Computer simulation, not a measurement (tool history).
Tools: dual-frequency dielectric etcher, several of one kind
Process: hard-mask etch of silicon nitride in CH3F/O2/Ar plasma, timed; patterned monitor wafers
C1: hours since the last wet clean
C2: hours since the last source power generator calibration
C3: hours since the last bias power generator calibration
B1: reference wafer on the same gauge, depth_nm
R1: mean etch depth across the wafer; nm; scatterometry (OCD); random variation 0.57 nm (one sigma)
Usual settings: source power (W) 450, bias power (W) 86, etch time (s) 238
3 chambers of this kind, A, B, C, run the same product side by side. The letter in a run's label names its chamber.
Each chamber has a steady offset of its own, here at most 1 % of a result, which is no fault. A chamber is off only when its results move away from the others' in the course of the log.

Run 1B, hour 9.4: usual settings; C1 412.7; C2 1930.7; C3 3398; B1 215.97. Result: R1 186.08 nm.
Run 2A, hour 22.8: usual settings; C1 340.9; C2 4647.2; C3 574.1; B1 216.14. Result: R1 188.02 nm.
Run 3C, hour 35.2: usual settings; C1 133.6; C2 1297.3; C3 2325.1; B1 216.04. Result: R1 184.92 nm.
At hour 41.4: chamber A: source power generator calibrated.
Run 4C, hour 42.7: usual settings; C1 141.1; C2 1304.8; C3 2332.6; B1 216.04. Result: R1 184.57 nm.
Run 5B, hour 51.8: usual settings; C1 455.1; C2 1973.1; C3 3440.4; B1 216.03. Result: R1 185.48 nm.
Run 6A, hour 62.6: usual settings but source power (W) 400; C1 380.7; C2 21.2; C3 613.9; B1 216.1. Result: R1 179.01 nm.
Run 7B, hour 71.8: usual settings but source power (W) 400; C1 475.1; C2 1993.1; C3 3460.4; B1 216.02. Result: R1 178.47 nm.
Run 8C, hour 87.1: usual settings but source power (W) 400; C1 185.5; C2 1349.2; C3 2377; B1 216.09. Result: R1 177.49 nm.
Run 9A, hour 94.8: usual settings; C1 412.9; C2 53.4; C3 646.1; B1 215.97. Result: R1 187.35 nm.
Run 10A, hour 107.9: usual settings; C1 426; C2 66.5; C3 659.2; B1 215.95. Result: R1 185.75 nm.
Run 11B, hour 118.5: usual settings; C1 521.8; C2 2039.8; C3 3507.1; B1 215.93. Result: R1 185.31 nm.
At hour 129.2: chamber B: wet clean of the chamber.
Run 12C, hour 132.4: usual settings but source power (W) 340, etch time (s) 269; C1 230.8; C2 1394.5; C3 2422.3; B1 215.83. Result: R1 190.65 nm.
Run 13C, hour 143: usual settings but source power (W) 340, etch time (s) 269; C1 241.4; C2 1405.1; C3 2432.9; B1 216. Result: R1 190.43 nm.
Run 14B, hour 158.3: usual settings but source power (W) 340, etch time (s) 269; C1 29.2; C2 2079.6; C3 3546.9; B1 215.9. Result: R1 187.89 nm.
Run 15A, hour 167.2: usual settings; C1 485.3; C2 125.8; C3 718.5; B1 216.12. Result: R1 187.24 nm.
Run 16C, hour 178.5: usual settings; C1 276.9; C2 1440.6; C3 2468.4; B1 215.9. Result: R1 188.52 nm.
Run 17B, hour 186.9: usual settings; C1 57.8; C2 2108.2; C3 3575.5; B1 216.01. Result: R1 184.47 nm.
Run 18A, hour 202.7: usual settings; C1 520.8; C2 161.3; C3 754; B1 216.09. Result: R1 186.26 nm.
Run 19B, hour 210.3: usual settings; C1 81.2; C2 2131.6; C3 3598.9; B1 215.95. Result: R1 184.76 nm.
Run 20A, hour 222.3: usual settings; C1 540.4; C2 180.9; C3 773.6; B1 216.03. Result: R1 186.61 nm.
Run 21C, hour 234.2: usual settings; C1 332.6; C2 1496.3; C3 2524.1; B1 215.78. Result: R1 190.52 nm.
Run 22B, hour 244.9: usual settings; C1 115.8; C2 2166.2; C3 3633.5; B1 216.19. Result: R1 184.81 nm.
Run 23A, hour 253: usual settings but source power (W) 490, etch time (s) 302.5; C1 571.1; C2 211.6; C3 804.3; B1 215.9. Result: R1 244.12 nm.
Run 24C, hour 259.9: usual settings but source power (W) 490, etch time (s) 302.5; C1 358.3; C2 1522; C3 2549.8; B1 216.03. Result: R1 251.56 nm.

Next, every chamber runs the same settings. What will each give?
Run 25A, hour 271.4: usual settings. Result: R1 ?.
Run 25B, hour 271.4: usual settings. Result: R1 ?.
Run 25C, hour 271.4: usual settings. Result: R1 ?.

run      R1
25A  187.48
25B   184.8
25C  191.81
